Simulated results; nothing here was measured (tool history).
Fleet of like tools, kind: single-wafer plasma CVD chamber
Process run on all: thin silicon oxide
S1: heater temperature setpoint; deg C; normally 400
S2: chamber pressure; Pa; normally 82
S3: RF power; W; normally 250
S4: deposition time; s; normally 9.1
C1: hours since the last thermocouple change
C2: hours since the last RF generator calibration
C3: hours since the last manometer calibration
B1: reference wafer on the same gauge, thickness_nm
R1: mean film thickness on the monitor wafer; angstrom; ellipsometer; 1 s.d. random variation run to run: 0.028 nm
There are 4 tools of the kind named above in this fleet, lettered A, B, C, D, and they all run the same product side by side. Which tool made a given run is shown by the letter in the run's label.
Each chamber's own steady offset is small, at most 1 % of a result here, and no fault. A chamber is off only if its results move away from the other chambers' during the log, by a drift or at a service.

| run | hour | S1 | S2 | S3 | S4 | C1 | C2 | C3 | B1 | R1 |
|---|---|---|---|---|---|---|---|---|---|---|
| 1C | 7.8 | 400 | 82 | 250 | 9.1 | 326.4 | 549.6 | 1573.7 | 13.493 | 118.18 |
| 2A | 14.5 | 400 | 82 | 250 | 9.1 | 1442 | 802 | 338.9 | 13.497 | 118.39 |
| 3B | 20.7 | 400 | 82 | 250 | 9.1 | 1161.4 | 223.8 | 837.6 | 13.497 | 118.3 |
| 4D | 26 | 400 | 82 | 250 | 9.1 | 2012.1 | 1991.9 | 781.2 | 13.503 | 116.21 |
| 5A | 35 | 400 | 102 | 250 | 9.1 | 1462.5 | 822.5 | 359.4 | 13.503 | 148.59 |
| 6D | 44.8 | 400 | 102 | 250 | 9.1 | 2030.9 | 2010.7 | 800 | 13.507 | 146.12 |
| 7B | 51 | 400 | 102 | 250 | 9.1 | 1191.7 | 254.1 | 867.9 | 13.5 | 148.8 |
| 8C | 57.1 | 400 | 102 | 250 | 9.1 | 375.7 | 598.9 | 1623 | 13.498 | 148.06 |
| 9C | 64.1 | 400 | 82 | 250 | 9.1 | 382.7 | 605.9 | 1630 | 13.503 | 117.91 |
| 10D | 74.3 | 400 | 82 | 250 | 9.1 | 2060.4 | 2040.2 | 829.5 | 13.496 | 116.9 |
| 11A | 79.1 | 400 | 82 | 250 | 9.1 | 1506.6 | 866.6 | 403.5 | 13.496 | 118.56 |
| 12B | 85.1 | 400 | 64.8 | 250 | 9.1 | 1225.8 | 288.2 | 902 | 13.502 | 91.123 |
| 13B | 93.8 | 400 | 64.8 | 250 | 9.1 | 1234.5 | 296.9 | 910.7 | 13.494 | 91.246 |
| 14D | 101.3 | 400 | 64.8 | 250 | 9.1 | 2087.4 | 2067.2 | 856.5 | 13.491 | 90.687 |
| 15A | 108.2 | 400 | 64.8 | 250 | 9.1 | 1535.7 | 895.7 | 432.6 | 13.501 | 90.476 |
| 16C | 114.6 | 400 | 82 | 250 | 9.1 | 433.2 | 656.4 | 1680.5 | 13.498 | 118.62 |
| 17A | 123.6 | 400 | 82 | 250 | 9.1 | 1551.1 | 911.1 | 448 | 13.495 | 118.02 |
| 18C | 130.6 | 400 | 82 | 250 | 9.1 | 449.2 | 672.4 | 1696.5 | 13.5 | 119.23 |
| 19D | 136.1 | 400 | 82 | 250 | 9.1 | 2122.2 | 2102 | 891.3 | 13.499 | 116.92 |
| 20B | 140.8 | 400 | 82 | 250 | 9.1 | 1281.5 | 343.9 | 957.7 | 13.498 | 118.31 |
|  | 144.9 | chamber D: thermocouple changed; heater temperature recalibrated |
| 21C | 149.4 | 400 | 82 | 250 | 9.1 | 468 | 691.2 | 1715.3 | 13.505 | 119.38 |
| 22B | 154.9 | 400 | 82 | 250 | 9.1 | 1295.6 | 358 | 971.8 | 13.493 | 118.21 |
| 23A | 164.1 | 400 | 82 | 250 | 9.1 | 1591.6 | 951.6 | 488.5 | 13.499 | 117.88 |
| 24D | 171.3 | 400 | 82 | 250 | 9.1 | 26.4 | 2137.2 | 926.5 | 13.5 | 117.01 |
|  | 174.9 | chamber A: thermocouple changed; heater temperature recalibrated |
| 25B | 180.1 | 400 | 82 | 250 | 9.1 | 1320.8 | 383.2 | 997 | 13.493 | 118.68 |
| 26C | 188.3 | 400 | 82 | 250 | 9.1 | 506.9 | 730.1 | 1754.2 | 13.487 | 120.95 |
| 27D | 193.9 | 400 | 82 | 250 | 9.1 | 49 | 2159.8 | 949.1 | 13.499 | 116.21 |
| 28A | 200.1 | 391 | 82 | 250 | 10.41 | 25.3 | 987.6 | 524.5 | 13.502 | 135.62 |
| 29B | 208.4 | 391 | 82 | 250 | 10.41 | 1349.1 | 411.5 | 1025.3 | 13.496 | 136.56 |

Decide between three cases: one chamber stands off from its peers, the gauge reading all wafers drifts, or nothing is wrong past each chamber's small offset. Where a chamber is off, say which and what most likely put it there.

One chamber, C, drifts off from the rest bit by bit.
Cause: true pressure above the setpoint (%) = 2.44.

Chamber C could run next with any of the 4 candidate recipes listed below; each alters the usual settings, and their results appear as question marks. Which one brings its results back in line with what the other chambers deliver on the usual settings?
In-line tolerance around the mean of the other chambers on the usual settings: R1 0.96 angstrom
| 30C-1 | 215.7 | 400 | 82 | 235 | 9.1 |  |  |  |  | ? |
| 30C-2 | 215.7 | 400 | 82 | 250 | 9.37 |  |  |  |  | ? |
| 30C-3 | 215.7 | 400 | 86 | 255 | 9.1 |  |  |  |  | ? |
| 30C-4 | 215.7 | 400 | 79.3 | 250 | 8.92 |  |  |  |  | ? |

Other chambers, usual settings, mean: R1 117.69 angstrom
| run | R1 |
|---|---|
| 30C-1 | 117.88 |
| 30C-2 | 124.91 |
| 30C-3 | 128.74 |
| 30C-4 | 114.83 |
Change 30C-1 lands the chamber within the allowed miss of the other chambers.

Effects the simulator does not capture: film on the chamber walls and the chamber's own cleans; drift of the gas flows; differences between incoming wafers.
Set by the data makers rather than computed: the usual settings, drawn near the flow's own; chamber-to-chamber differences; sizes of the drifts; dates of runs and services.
